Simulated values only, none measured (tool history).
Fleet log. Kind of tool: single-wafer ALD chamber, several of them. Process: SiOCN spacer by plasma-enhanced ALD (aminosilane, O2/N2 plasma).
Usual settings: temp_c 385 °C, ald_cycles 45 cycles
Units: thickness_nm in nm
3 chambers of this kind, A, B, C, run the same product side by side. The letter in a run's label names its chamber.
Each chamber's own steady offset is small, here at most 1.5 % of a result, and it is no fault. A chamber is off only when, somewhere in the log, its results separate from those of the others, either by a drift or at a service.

| run | hour | temp_c | ald_cycles | hours since the last thermocouple change | read-back reference wafer on the same gauge, thickness_nm | thickness_nm |
|---|---|---|---|---|---|---|
| 1B | 10.4 | 385 | 45 | 1213.8 | 2.9814 | 2.6951 |
|  | 13.7 | chamber A: thermocouple changed; heater temperature recalibrated |
| 2A | 17.2 | 385 | 45 | 3.5 | 2.9811 | 2.7306 |
| 3C | 30.1 | 385 | 45 | 954.8 | 2.9743 | 2.7567 |
| 4A | 42.2 | 385 | 45 | 28.5 | 2.9814 | 2.7182 |
| 5C | 54.1 | 385 | 45 | 978.8 | 2.9845 | 2.7369 |
| 6B | 61.8 | 378 | 45 | 1265.2 | 2.9761 | 2.7117 |
| 7B | 68.4 | 378 | 45 | 1271.8 | 2.9802 | 2.7136 |
| 8C | 74.9 | 378 | 45 | 999.6 | 2.9763 | 2.7310 |
| 9A | 86.5 | 385 | 45 | 72.8 | 2.9789 | 2.7386 |
| 10C | 99.8 | 385 | 45 | 1024.5 | 2.9834 | 2.7509 |
| 11B | 106.1 | 385 | 52 | 1309.5 | 2.9784 | 3.1262 |
| 12A | 116.7 | 385 | 52 | 103.0 | 2.9781 | 3.1670 |
| 13C | 129.5 | 385 | 52 | 1054.2 | 2.9779 | 3.2064 |
| 14A | 140.6 | 385 | 50 | 126.9 | 2.9785 | 3.0401 |
| 15B | 149.0 | 385 | 50 | 1352.4 | 2.9760 | 2.9844 |
| 16B | 161.0 | 385 | 50 | 1364.4 | 2.9798 | 2.9786 |
| 17C | 167.5 | 385 | 45 | 1092.2 | 2.9789 | 2.7764 |
| 18A | 174.0 | 377 | 52 | 160.3 | 2.9806 | 3.1509 |
| 19C | 180.6 | 377 | 52 | 1105.3 | 2.9793 | 3.1639 |
| 20B | 187.8 | 377 | 52 | 1391.2 | 2.9826 | 3.1062 |
| 21A | 195.5 | 385 | 45 | 181.8 | 2.9764 | 2.7297 |
| 22B | 203.8 | 385 | 45 | 1407.2 | 2.9857 | 2.6937 |
|  | 204.7 | chamber C: thermocouple changed; heater temperature recalibrated |
| 23C | 213.8 | 395 | 38 | 9.1 | 2.9763 | 2.3282 |
| 24A | 227.0 | 395 | 38 | 213.3 | 2.9789 | 2.3034 |
| 25C | 236.0 | 395 | 38 | 31.3 | 2.9763 | 2.3378 |
| 26A | 245.0 | 385 | 45 | 231.3 | 2.9787 | 2.7408 |

The same settings go to every chamber for the next run, one line per chamber below. Forecast the results for each:
| 27A | 254.6 | 385 | 38 |  |  | ? |
| 27B | 254.6 | 385 | 38 |  |  | ? |
| 27C | 254.6 | 385 | 38 |  |  | ? |

| run | thickness_nm |
|---|---|
| 27A | 2.3012 |
| 27B | 2.2701 |
| 27C | 2.3229 |
